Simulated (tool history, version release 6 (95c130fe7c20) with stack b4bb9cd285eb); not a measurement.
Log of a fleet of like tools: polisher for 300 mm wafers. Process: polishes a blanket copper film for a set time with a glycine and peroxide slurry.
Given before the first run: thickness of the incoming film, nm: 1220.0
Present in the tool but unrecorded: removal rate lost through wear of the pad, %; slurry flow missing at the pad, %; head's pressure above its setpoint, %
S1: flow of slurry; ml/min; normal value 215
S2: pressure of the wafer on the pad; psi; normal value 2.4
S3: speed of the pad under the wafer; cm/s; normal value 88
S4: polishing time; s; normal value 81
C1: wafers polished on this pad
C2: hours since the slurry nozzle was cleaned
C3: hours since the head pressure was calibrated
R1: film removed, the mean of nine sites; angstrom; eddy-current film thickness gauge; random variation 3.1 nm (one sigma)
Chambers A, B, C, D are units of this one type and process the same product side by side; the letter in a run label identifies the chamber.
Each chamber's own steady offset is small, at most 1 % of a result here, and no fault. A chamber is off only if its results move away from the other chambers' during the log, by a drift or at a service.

run	day	S1	S2	S3	S4	C1	C2	C3	R1
1A	0.271	215	2.4	88	81	316	91.3	404.3	3413.3
2D	0.454	215	2.4	88	81	969	131.4	332.5	3385.0
# day 0.567: chamber C: slurry nozzle cleaned
3C	0.662	215	2.4	88	81	793	2.3	91.0	3390.5
# day 0.783: chamber D: worn pad replaced by a new one
4B	0.942	215	2.4	88	81	782	318.8	374.9	3471.4
5A	1.079	215	2.4	88	81	563	110.7	423.7	3435.3
6D	1.258	145	2.4	88	69	146	150.7	351.8	2756.1
7C	1.521	145	2.4	88	69	1056	22.9	111.6	2717.7
# day 1.588: chamber C: worn pad replaced by a new one
8B	1.800	145	2.4	88	69	1045	339.4	395.5	2756.7
9B	2.088	145	2.4	88	69	1133	346.3	402.4	2775.0
10D	2.350	215	2.4	88	81	480	176.9	378.0	3415.8
11A	2.550	215	2.4	88	81	1014	146.0	459.0	3311.4
# day 2.554: chamber B: worn pad replaced by a new one
12C	2.738	215	2.4	88	81	353	52.1	140.8	3451.9
13C	2.958	215	2.4	88	81	420	57.4	146.1	3374.8
14A	3.179	215	2.4	88	81	1206	161.1	474.1	3333.1
15D	3.412	215	2.4	88	81	805	202.4	403.5	3435.3
16B	3.658	215	2.4	88	81	338	384.0	440.1	3421.2
17A	3.825	215	2.4	88	81	1404	176.6	489.6	3253.0
# day 3.858: chamber D: worn pad replaced by a new one
18D	3.967	215	2.4	88	81	33	215.7	416.8	3391.0
19C	4.221	215	2.4	88	81	807	87.7	176.4	3391.8
20B	4.479	215	2.4	88	81	589	403.7	459.8	3420.8
21B	4.704	215	2.4	88	81	658	409.1	465.2	3497.5
# day 4.888: chamber B: head pressure recalibrated
22C	4.933	215	2.4	88	81	1025	104.8	193.5	3458.3
23A	5.125	215	2.4	88	81	1802	207.8	520.8	3130.7
# day 5.421: chamber C: worn pad replaced by a new one
24D	5.421	215	2.4	88	66	478	250.6	451.7	2731.6
25A	5.704	215	2.4	88	66	1980	221.7	534.7	2588.8
26B	5.875	215	2.4	88	66	1017	437.2	23.8	2748.5
27D	6.038	215	2.4	88	66	667	265.4	466.5	2795.8
# day 6.042: chamber D: slurry nozzle cleaned
28C	6.321	215	2.4	88	81	276	138.1	226.8	3384.7
29B	6.525	215	2.4	88	81	1216	452.8	39.4	3441.8
30D	6.821	215	2.4	88	81	907	18.7	485.3	3376.4
31C	7.079	215	2.4	88	81	508	156.3	245.0	3417.9

One chamber off, gauge drift, or nothing amiss beyond the chambers' own small offsets? If it is a chamber, which one, and what is the likeliest cause?

It is chamber A that slowly wanders off from its peers.
Likeliest cause: removal rate lost through wear of the pad, % = 9.73.
The log may not tell that from: head's pressure below its setpoint, %.

Chamber A could run next with any of the 4 candidate recipes listed below; each alters the usual settings, and their results appear as question marks. Which one brings its results back in line with what the other chambers deliver on the usual settings?
Maximum distance from the other chambers' mean on the usual settings for a result to count as in line: R1 110.0 angstrom
32A-1	7.300	210	2.1	88	81				?
32A-2	7.300	210	2.4	82	73				?
32A-3	7.300	215	2.5	90	85				?
32A-4	7.300	215	2.4	106	81				?

Other chambers, usual settings, mean: R1 3405.2 angstrom
run	R1
32A-1	2793.3
32A-2	2643.1
32A-3	3429.8
32A-4	3608.7
With 32A-3, the chamber falls back in line with the rest.
